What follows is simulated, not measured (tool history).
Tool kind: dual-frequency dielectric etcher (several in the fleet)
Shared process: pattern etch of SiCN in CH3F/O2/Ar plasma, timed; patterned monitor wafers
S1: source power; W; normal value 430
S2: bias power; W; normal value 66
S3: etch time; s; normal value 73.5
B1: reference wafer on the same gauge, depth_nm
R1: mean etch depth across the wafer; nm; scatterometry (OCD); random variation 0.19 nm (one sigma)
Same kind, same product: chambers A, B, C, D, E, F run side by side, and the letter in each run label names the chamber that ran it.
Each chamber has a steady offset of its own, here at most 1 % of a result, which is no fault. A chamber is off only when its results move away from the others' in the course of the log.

| run | hour | S1 | S2 | S3 | B1 | R1 |
|---|---|---|---|---|---|---|
| 1D | 15.5 | 430 | 66 | 73.5 | 23.643 | 27.617 |
| 2E | 30.8 | 430 | 66 | 73.5 | 23.666 | 27.566 |
| 3B | 38.1 | 430 | 66 | 73.5 | 23.694 | 27.622 |
|  | 49.0 | chamber D: wet clean of the chamber |
| 4C | 53.3 | 430 | 66 | 73.5 | 23.651 | 27.410 |
| 5F | 63.6 | 430 | 66 | 73.5 | 23.711 | 27.597 |
| 6A | 72.9 | 430 | 66 | 73.5 | 23.657 | 27.389 |
| 7D | 87.2 | 430 | 80 | 93.5 | 23.678 | 37.646 |
| 8F | 98.3 | 430 | 80 | 93.5 | 23.677 | 37.467 |
| 9A | 111.3 | 430 | 80 | 93.5 | 23.693 | 37.068 |
| 10E | 120.5 | 430 | 80 | 93.5 | 23.708 | 37.586 |
|  | 121.6 | chamber C: wet clean of the chamber |
| 11B | 132.2 | 430 | 80 | 93.5 | 23.683 | 37.613 |
| 12C | 139.8 | 430 | 80 | 93.5 | 23.728 | 37.398 |
| 13E | 151.1 | 430 | 66 | 73.5 | 23.742 | 27.597 |
| 14D | 165.7 | 430 | 66 | 73.5 | 23.692 | 27.756 |
|  | 179.0 | chamber B: wet clean of the chamber |
| 15A | 181.0 | 430 | 66 | 73.5 | 23.732 | 27.257 |
|  | 193.7 | chamber E: wet clean of the chamber |
| 16C | 196.8 | 430 | 66 | 73.5 | 23.694 | 27.530 |
| 17B | 209.4 | 430 | 66 | 73.5 | 23.718 | 27.825 |
| 18F | 223.3 | 430 | 66 | 73.5 | 23.696 | 27.361 |
| 19A | 232.4 | 430 | 60 | 83.0 | 23.662 | 30.024 |
| 20D | 246.2 | 430 | 60 | 83.0 | 23.741 | 30.221 |
| 21E | 262.0 | 430 | 60 | 83.0 | 23.672 | 28.385 |
| 22F | 277.7 | 430 | 60 | 83.0 | 23.693 | 29.892 |
| 23C | 290.5 | 430 | 60 | 83.0 | 23.696 | 30.434 |
| 24B | 298.2 | 430 | 60 | 83.0 | 23.717 | 30.314 |
| 25F | 310.3 | 430 | 66 | 73.5 | 23.722 | 27.461 |
| 26D | 319.5 | 430 | 66 | 73.5 | 23.677 | 27.653 |
| 27B | 331.5 | 430 | 66 | 73.5 | 23.713 | 27.637 |
|  | 338.7 | chamber A: wet clean of the chamber |
| 28A | 339.1 | 430 | 66 | 73.5 | 23.739 | 27.360 |
|  | 345.5 | chamber F: wet clean of the chamber |
| 29E | 346.1 | 430 | 66 | 73.5 | 23.740 | 25.857 |
| 30C | 355.5 | 430 | 66 | 73.5 | 23.656 | 27.456 |
| 31C | 366.8 | 430 | 66 | 73.5 | 23.758 | 27.248 |
| 32E | 376.9 | 430 | 66 | 73.5 | 23.715 | 26.027 |
| 33A | 391.8 | 430 | 66 | 73.5 | 23.723 | 27.681 |
| 34D | 400.9 | 430 | 66 | 73.5 | 23.728 | 27.574 |
|  | 403.8 | chamber D: bias power generator calibrated |
| 35F | 412.2 | 430 | 66 | 73.5 | 23.721 | 27.595 |
| 36B | 420.2 | 340 | 66 | 65.0 | 23.707 | 22.326 |
| 37C | 435.8 | 340 | 66 | 65.0 | 23.720 | 22.186 |
| 38E | 448.9 | 340 | 66 | 65.0 | 23.710 | 20.708 |
| 39D | 464.8 | 340 | 66 | 65.0 | 23.689 | 22.166 |
| 40F | 472.4 | 340 | 66 | 65.0 | 23.684 | 22.001 |
| 41B | 480.8 | 340 | 66 | 65.0 | 23.724 | 22.480 |
| 42A | 489.5 | 530 | 66 | 73.5 | 23.706 | 29.835 |
| 43E | 498.9 | 530 | 66 | 73.5 | 23.719 | 28.191 |
| 44C | 513.9 | 530 | 66 | 73.5 | 23.643 | 30.512 |

Next, every chamber runs the same settings. What will each give?
| 45A | 525.3 | 430 | 66 | 56.5 |  | ? |
| 45B | 525.3 | 430 | 66 | 56.5 |  | ? |
| 45C | 525.3 | 430 | 66 | 56.5 |  | ? |
| 45D | 525.3 | 430 | 66 | 56.5 |  | ? |
| 45E | 525.3 | 430 | 66 | 56.5 |  | ? |
| 45F | 525.3 | 430 | 66 | 56.5 |  | ? |

| run | R1 |
|---|---|
| 45A | 21.023 |
| 45B | 21.302 |
| 45C | 21.155 |
| 45D | 20.930 |
| 45E | 20.054 |
| 45F | 21.132 |
